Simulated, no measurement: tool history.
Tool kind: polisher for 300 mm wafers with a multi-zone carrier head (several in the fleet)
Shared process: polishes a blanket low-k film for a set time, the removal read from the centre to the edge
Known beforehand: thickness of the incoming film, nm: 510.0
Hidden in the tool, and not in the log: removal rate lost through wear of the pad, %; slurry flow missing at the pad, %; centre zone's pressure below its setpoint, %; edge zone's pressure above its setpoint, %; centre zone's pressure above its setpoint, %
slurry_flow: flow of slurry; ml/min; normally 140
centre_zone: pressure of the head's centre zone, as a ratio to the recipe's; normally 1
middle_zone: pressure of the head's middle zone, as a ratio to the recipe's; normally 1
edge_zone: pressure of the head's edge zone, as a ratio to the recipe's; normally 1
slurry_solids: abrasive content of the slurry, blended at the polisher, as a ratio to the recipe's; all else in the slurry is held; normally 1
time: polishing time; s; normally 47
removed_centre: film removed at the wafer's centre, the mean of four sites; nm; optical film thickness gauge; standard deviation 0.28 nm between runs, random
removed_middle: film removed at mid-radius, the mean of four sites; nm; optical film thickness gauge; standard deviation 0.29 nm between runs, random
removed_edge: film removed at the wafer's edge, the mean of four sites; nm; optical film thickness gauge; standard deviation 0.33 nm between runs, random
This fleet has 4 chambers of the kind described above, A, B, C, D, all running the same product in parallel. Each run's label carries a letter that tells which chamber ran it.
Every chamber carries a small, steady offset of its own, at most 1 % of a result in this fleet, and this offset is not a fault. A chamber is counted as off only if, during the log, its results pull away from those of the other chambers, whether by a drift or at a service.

run	hour	slurry_flow	centre_zone	middle_zone	edge_zone	slurry_solids	time	wafers polished on this pad	hours since the slurry nozzle was cleaned	hours since the centre zone pressure was calibrated	hours since the edge zone pressure was calibrated	removed_centre	removed_middle	removed_edge
1B	5.2	140	1	1	1	1	47	1157	50	145.9	464.2	32.566	32.452	32.482
2C	8.8	140	1	1	1	1	47	1102	351.1	890.9	143.6	32.116	32.773	32.121
# hour 9.7: chamber C: worn pad replaced by a new one
3A	12.6	140	1	1	1	1	47	542	77.3	914.2	1529.6	32.261	32.309	31.386
4D	17	140	1	1	1	1	47	860	108.4	335.8	814.9	32.985	32.076	31.787
5D	20.1	140	1	1	1	1	47	895	111.5	338.9	818	32.287	31.55	32.379
6B	25	140	1	1	1	1	47	1380	69.8	165.7	484	31.676	32.116	32.831
7C	30.4	140	1	1	1	1	47	233	372.7	912.5	165.2	32.379	32.634	32.137
# hour 31.1: chamber D: worn pad replaced by a new one
8A	33.8	140	1	1	1	1	47	780	98.5	935.4	1550.8	31.802	31.892	31.963
9D	40.3	140	1	1	1	1	47	104	131.7	359.1	838.2	31.658	32.598	31.751
10B	44.4	140	1	1	1	1	47	1598	89.2	185.1	503.4	32.11	32.299	32.108
# hour 45.2: chamber B: worn pad replaced by a new one
11C	48.7	140	1	1	1	1	47	439	391	930.8	183.5	32.42	32.396	31.929
12A	54.9	140	1	1	1	1	47	1018	119.6	956.5	1571.9	31.671	32.254	31.177
13A	60.4	140	1	1	1	1	47	1080	125.1	962	1577.4	31.653	31.773	31.114
14B	64.4	140	1	1	1	0.75	47	216	109.2	205.1	523.4	27.939	28.106	28.202
15C	70.1	140	1	1	1	0.75	47	679	412.4	952.2	204.9	28.343	27.998	27.994
16D	75.5	140	1	1	1	0.75	47	500	166.9	394.3	873.4	27.97	27.579	28.646
# hour 76.4: chamber B: edge zone pressure recalibrated
17D	79.7	140	1	1	1	0.75	47	547	171.1	398.5	877.6	28.306	27.713	28.041
18C	85.8	140	1	1	1	1	47	856	428.1	967.9	220.6	33.138	32.428	32.424
19B	89.9	140	1	1	1	1	33	503	134.7	230.6	13.5	22.72	22.64	22.78
20A	94.2	140	1	1	1	1	33	1460	158.9	995.8	1611.2	21.33	21.92	21.294
21A	98.7	140	1	1	1	1	33	1510	163.4	1000.3	1615.7	21.43	21.485	21.253
22D	102.3	140	1	1	1	1	33	801	193.7	421.1	900.2	22.583	22.021	22.617
23B	108.5	140	1	1	1	0.9	47	712	153.3	249.2	32.1	30.865	30.362	30.043
# hour 108.6: chamber C: worn pad replaced by a new one
# hour 109.9: chamber D: worn pad replaced by a new one
24C	113.8	140	1	1	1	0.9	47	59	456.1	995.9	248.6	30.9	30.551	30.718
25C	118.1	140	1	1	1	0.9	47	107	460.4	1000.2	252.9	30.098	30.718	30.773
26D	123.1	140	1	1	1	0.9	47	149	214.5	441.9	921	30.607	30.167	30.54

Read the log: is a single chamber off, either drifting away or since a service, is the gauge that measures every chamber drifting, or is nothing wrong beyond small per-chamber offsets? Name any odd chamber and what most likely caused it.

Little by little, chamber A moves away from the other chambers.
Likeliest cause: removal rate lost through wear of the pad, % = 7.29.
It could be hard to tell apart here from: slurry flow missing at the pad, %.

Chamber A could run next with any of the 4 candidate recipes listed below; each alters the usual settings, and their results appear as question marks. Which one brings its results back in line with what the other chambers deliver on the usual settings?
To be in line, a result may differ from the other chambers' mean on the usual settings by at most: removed_centre 1 nm; removed_middle 1 nm; removed_edge 1.2 nm
27A-1	127.9	140	1	1	1.01	1.05	50					?	?	?
27A-2	127.9	140	1	1	0.99	1	44					?	?	?
27A-3	127.9	140	1	1	1.01	1.05	53					?	?	?
27A-4	127.9	140	1	1	0.99	0.95	41					?	?	?

On the usual settings, the other chambers give on average: removed_centre 32.317 nm; removed_middle 32.309 nm; removed_edge 32.242 nm
run	removed_centre	removed_middle	removed_edge
27A-1	32.455	32.504	32.548
27A-2	27.937	27.979	27.72
27A-3	34.403	34.454	34.501
27A-4	25.418	25.457	25.22
With 27A-1, the chamber falls back in line with the rest.

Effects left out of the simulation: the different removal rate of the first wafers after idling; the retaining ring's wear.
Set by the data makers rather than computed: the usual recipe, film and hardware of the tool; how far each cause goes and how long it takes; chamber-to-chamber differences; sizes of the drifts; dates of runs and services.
